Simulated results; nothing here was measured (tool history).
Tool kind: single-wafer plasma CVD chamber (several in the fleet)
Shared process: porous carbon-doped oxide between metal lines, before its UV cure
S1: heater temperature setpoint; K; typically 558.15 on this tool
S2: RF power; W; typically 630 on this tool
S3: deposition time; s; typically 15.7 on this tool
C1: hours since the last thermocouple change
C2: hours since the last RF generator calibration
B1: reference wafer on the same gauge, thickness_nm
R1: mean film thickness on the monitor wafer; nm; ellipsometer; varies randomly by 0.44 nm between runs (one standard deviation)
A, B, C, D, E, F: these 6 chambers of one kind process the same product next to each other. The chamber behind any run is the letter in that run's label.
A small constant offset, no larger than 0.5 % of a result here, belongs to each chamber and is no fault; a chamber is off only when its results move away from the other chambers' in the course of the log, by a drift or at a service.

run   hour      S1   S2    S3      C1      C2      B1      R1
 1E    6.9  558.15  630  15.7   904.2   879.6  129.04   110.1
 2B   12.1  558.15  630  15.7   736.2   261.4  129.17  110.62
 3A     19  558.15  630  15.7  2304.4   717.5  128.91  110.21
 4C   25.2  558.15  630  15.7   651.1   594.5  129.19  109.93
 5F   29.6  558.15  630  15.7   785.4  1822.6  128.87  110.17
 6D   38.1  558.15  630  15.7  2049.1   143.3  129.04  110.31
 7B   47.1  558.15  630  15.7   771.2   296.4  128.83  109.73
 8E     55  558.15  630  15.7   952.3   927.7  128.98  110.12
 9C   60.9  558.15  630  15.7   686.8   630.2  129.07  110.33
10F   69.2  558.15  630  15.7     825  1862.2  129.03  109.72
11D   76.7  558.15  630  15.7  2087.7   181.9  128.99  109.93
12A   80.8  558.15  630  15.7  2366.2   779.3  129.03  110.27
13A   87.4  558.15  630  15.7  2372.8   785.9  129.06  111.08
14C   96.2  568.15  700  15.7   722.1   665.5  128.89  111.42
15B  102.8  568.15  700  15.7   826.9   352.1  128.92  111.15
16E  107.3  568.15  700  15.7  1004.6     980  129.03  111.86
17D  113.3  568.15  700  15.7  2124.3   218.5  129.05  110.65
18F  118.8  568.15  700  15.7   874.6  1911.8     129  110.89
19E  123.5  568.15  700  15.7  1020.8   996.2  129.05  110.67
20F  131.3  550.15  630  15.7   887.1  1924.3  128.99  116.43
     132.8  -- chamber A: thermocouple changed; heater temperature recalibrated
21A  135.2  550.15  630  15.7     2.4   833.7  128.93  114.49
22B    142  550.15  630  15.7   866.1   391.3  129.03  116.06
23C  149.9  550.15  630  15.7   775.8   719.2  128.94  116.32
24D    158  550.15  630  15.7    2169   263.2  128.98  115.23
25C  163.1  550.15  630  15.7     789   732.4  128.97  116.12
26F  168.4  558.15  630  15.7   924.2  1961.4  128.99  109.86
27E  174.6  558.15  630  15.7  1071.9  1047.3  129.02  110.34
28B  180.6  558.15  630  15.7   904.7   429.9  128.89  110.24
29D  185.4  558.15  630  15.7  2196.4   290.6  128.96  110.62
30A    194  558.15  630  15.7    61.2   892.5  129.06  107.65
31C  202.3  558.15  630  15.7   828.2   771.6  129.02  109.54
32D  208.3  558.15  630  15.7  2219.3   313.5  129.01  110.64
33A  213.2  569.15  630  14.1    80.4   911.7     129  90.002
34F  219.5  569.15  630  14.1   975.3  2012.5  128.95  93.014
     223.3  -- chamber E: thermocouple changed; heater temperature recalibrated
35E  224.9  569.15  630  14.1     1.7  1097.6  128.96  93.168
36B  232.8  569.15  630  14.1   956.9   482.1  129.06  92.709

Each of the 6 chambers runs these same settings next. Fill in every chamber's results:
37A  239.3  558.15  630  15.7               ?
37B  239.3  558.15  630  15.7               ?
37C  239.3  558.15  630  15.7               ?
37D  239.3  558.15  630  15.7               ?
37E  239.3  558.15  630  15.7               ?
37F  239.3  558.15  630  15.7               ?

run      R1
37A  106.29
37B  110.11
37C   109.7
37D  110.06
37E  110.55
37F  110.16
